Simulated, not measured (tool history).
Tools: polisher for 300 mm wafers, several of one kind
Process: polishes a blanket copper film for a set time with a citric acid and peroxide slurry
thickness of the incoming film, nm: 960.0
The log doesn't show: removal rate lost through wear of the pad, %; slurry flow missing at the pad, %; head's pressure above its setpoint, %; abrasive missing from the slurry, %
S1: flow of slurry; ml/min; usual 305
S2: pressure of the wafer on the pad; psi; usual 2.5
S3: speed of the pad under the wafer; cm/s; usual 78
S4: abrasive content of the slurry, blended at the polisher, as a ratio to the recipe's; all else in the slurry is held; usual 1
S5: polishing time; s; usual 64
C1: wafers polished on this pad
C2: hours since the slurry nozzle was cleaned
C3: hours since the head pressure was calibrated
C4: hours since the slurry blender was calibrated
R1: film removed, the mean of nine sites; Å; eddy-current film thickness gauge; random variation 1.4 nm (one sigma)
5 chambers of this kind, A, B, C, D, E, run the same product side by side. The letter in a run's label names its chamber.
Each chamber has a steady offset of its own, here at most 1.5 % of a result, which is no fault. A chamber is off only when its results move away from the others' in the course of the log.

| run | hour | S1 | S2 | S3 | S4 | S5 | C1 | C2 | C3 | C4 | R1 |
|---|---|---|---|---|---|---|---|---|---|---|---|
| 1E | 7.1 | 305 | 2.5 | 78 | 1 | 64 | 315 | 182 | 281.9 | 212.7 | 943.66 |
|  | 11.6 | chamber A: slurry nozzle cleaned |
| 2C | 16.8 | 305 | 2.5 | 78 | 1 | 64 | 762 | 217.2 | 568.8 | 188.6 | 974.21 |
|  | 22.3 | chamber D: worn pad replaced by a new one |
| 3A | 30.7 | 305 | 2.5 | 78 | 1 | 64 | 702 | 19.2 | 843.3 | 112.4 | 978.67 |
|  | 33.8 | chamber C: slurry blender recalibrated |
|  | 34.2 | chamber B: worn pad replaced by a new one |
| 4B | 38.4 | 305 | 2.5 | 78 | 1 | 64 | 30 | 309.1 | 752.7 | 169.8 | 958.32 |
| 5D | 45.9 | 305 | 2.5 | 78 | 1 | 64 | 169 | 126 | 62.8 | 133.2 | 978.26 |
| 6E | 56.8 | 305 | 2.5 | 78 | 1 | 64 | 671 | 231.7 | 331.6 | 262.4 | 959.39 |
|  | 62.3 | chamber C: worn pad replaced by a new one |
| 7B | 68.9 | 305 | 2.5 | 78 | 1 | 64 | 248 | 339.6 | 783.2 | 200.3 | 996.04 |
| 8D | 76.5 | 305 | 2.5 | 78 | 1 | 64 | 388 | 156.6 | 93.4 | 163.8 | 1005.1 |
| 9C | 87.4 | 305 | 2.5 | 78 | 1 | 64 | 179 | 287.8 | 639.4 | 53.7 | 966.26 |
| 10A | 100.6 | 305 | 2.5 | 78 | 1 | 64 | 1203 | 89.1 | 913.2 | 182.3 | 955.14 |
| 11A | 112.3 | 210 | 2.5 | 78 | 1 | 80 | 1287 | 100.8 | 924.9 | 194 | 1184 |
|  | 115.9 | chamber B: worn pad replaced by a new one |
|  | 122.5 | chamber D: slurry nozzle cleaned |
|  | 125.4 | chamber D: worn pad replaced by a new one |
| 12D | 125.4 | 210 | 2.5 | 78 | 1 | 80 | 0 | 3 | 142.3 | 212.7 | 1164.1 |
|  | 125.7 | chamber A: worn pad replaced by a new one |
|  | 131.9 | chamber A: head pressure recalibrated |
| 13E | 134.3 | 210 | 2.5 | 78 | 1 | 80 | 1226 | 309.2 | 409.1 | 339.9 | 1159.1 |
|  | 143 | chamber B: head pressure recalibrated |
| 14B | 144.3 | 210 | 2.5 | 78 | 1 | 80 | 203 | 415 | 1.4 | 275.7 | 1170.8 |
| 15C | 157.5 | 210 | 2.5 | 78 | 1 | 80 | 682 | 357.9 | 709.5 | 123.8 | 1155.1 |
| 16B | 165.5 | 305 | 2.5 | 78 | 1.2 | 64 | 355 | 436.2 | 22.6 | 296.9 | 988.6 |
|  | 165.6 | chamber A: slurry blender recalibrated |
|  | 172.1 | chamber B: slurry nozzle cleaned |
| 17D | 179.5 | 305 | 2.5 | 78 | 1.2 | 64 | 387 | 57.1 | 196.4 | 266.8 | 1011.4 |
|  | 181 | chamber E: slurry blender recalibrated |
|  | 185.6 | chamber B: slurry blender recalibrated |
| 18E | 189.2 | 305 | 2.5 | 78 | 1.2 | 64 | 1619 | 364.1 | 464 | 8.3 | 992.66 |
|  | 196.4 | chamber B: worn pad replaced by a new one |
| 19C | 196.6 | 305 | 2.5 | 78 | 1.2 | 64 | 962 | 397 | 748.6 | 162.9 | 998.71 |
|  | 200.6 | chamber C: slurry nozzle cleaned |
| 20A | 207.9 | 305 | 2.5 | 78 | 1.2 | 64 | 589 | 196.4 | 76.1 | 42.4 | 1004.7 |
| 21C | 222.2 | 305 | 2.5 | 78 | 1 | 64 | 1145 | 21.7 | 774.2 | 188.5 | 984.49 |
|  | 225.7 | chamber C: worn pad replaced by a new one |
| 22B | 230.7 | 305 | 2.5 | 78 | 1 | 64 | 246 | 58.6 | 87.8 | 45.2 | 977.07 |
| 23A | 240.4 | 305 | 2.5 | 78 | 1 | 64 | 821 | 228.9 | 108.6 | 74.9 | 1002.1 |
|  | 246.9 | chamber D: worn pad replaced by a new one |
| 24D | 251.9 | 305 | 2.5 | 78 | 1 | 64 | 36 | 129.5 | 268.8 | 339.2 | 1005.5 |
|  | 263.5 | chamber C: slurry blender recalibrated |
|  | 265.6 | chamber E: slurry nozzle cleaned |
| 25E | 266.6 | 205 | 3 | 78 | 1 | 64 | 2174 | 1.1 | 541.4 | 85.7 | 1029.4 |
| 26E | 277.8 | 205 | 3 | 78 | 1 | 64 | 2254 | 12.3 | 552.6 | 96.9 | 1029.7 |
|  | 287.2 | chamber B: worn pad replaced by a new one |
| 27A | 291.4 | 205 | 3 | 78 | 1 | 64 | 1187 | 279.9 | 159.6 | 125.9 | 1115.9 |
| 28B | 302.9 | 205 | 3 | 78 | 1 | 64 | 113 | 130.8 | 160 | 117.4 | 1145.4 |
| 29D | 316.5 | 205 | 3 | 78 | 1 | 64 | 499 | 194.1 | 333.4 | 403.8 | 1163.3 |
|  | 318.4 | chamber A: worn pad replaced by a new one |
|  | 321.4 | chamber D: slurry blender recalibrated |
| 30C | 326.3 | 305 | 2.5 | 78 | 1 | 64 | 720 | 125.8 | 878.3 | 62.8 | 947 |
|  | 331.2 | chamber D: slurry nozzle cleaned |
| 31C | 339.6 | 305 | 2.5 | 78 | 1 | 64 | 816 | 139.1 | 891.6 | 76.1 | 979.81 |
| 32D | 348.8 | 305 | 2.5 | 78 | 1 | 64 | 730 | 17.6 | 365.7 | 27.4 | 1012.3 |
| 33A | 360.3 | 305 | 2.9 | 78 | 1 | 64 | 300 | 348.8 | 228.5 | 194.8 | 1097 |
| 34E | 371.6 | 305 | 2.9 | 78 | 1 | 64 | 2926 | 106.1 | 646.4 | 190.7 | 985.42 |

All 5 chambers run these settings next. Forecast each chamber's results:
| 35A | 382.1 | 305 | 2.5 | 78 | 1 | 64 |  |  |  |  | ? |
| 35B | 382.1 | 305 | 2.5 | 78 | 1 | 64 |  |  |  |  | ? |
| 35C | 382.1 | 305 | 2.5 | 78 | 1 | 64 |  |  |  |  | ? |
| 35D | 382.1 | 305 | 2.5 | 78 | 1 | 64 |  |  |  |  | ? |
| 35E | 382.1 | 305 | 2.5 | 78 | 1 | 64 |  |  |  |  | ? |

| run | R1 |
|---|---|
| 35A | 963.82 |
| 35B | 1003.9 |
| 35C | 961.21 |
| 35D | 995.32 |
| 35E | 848.27 |
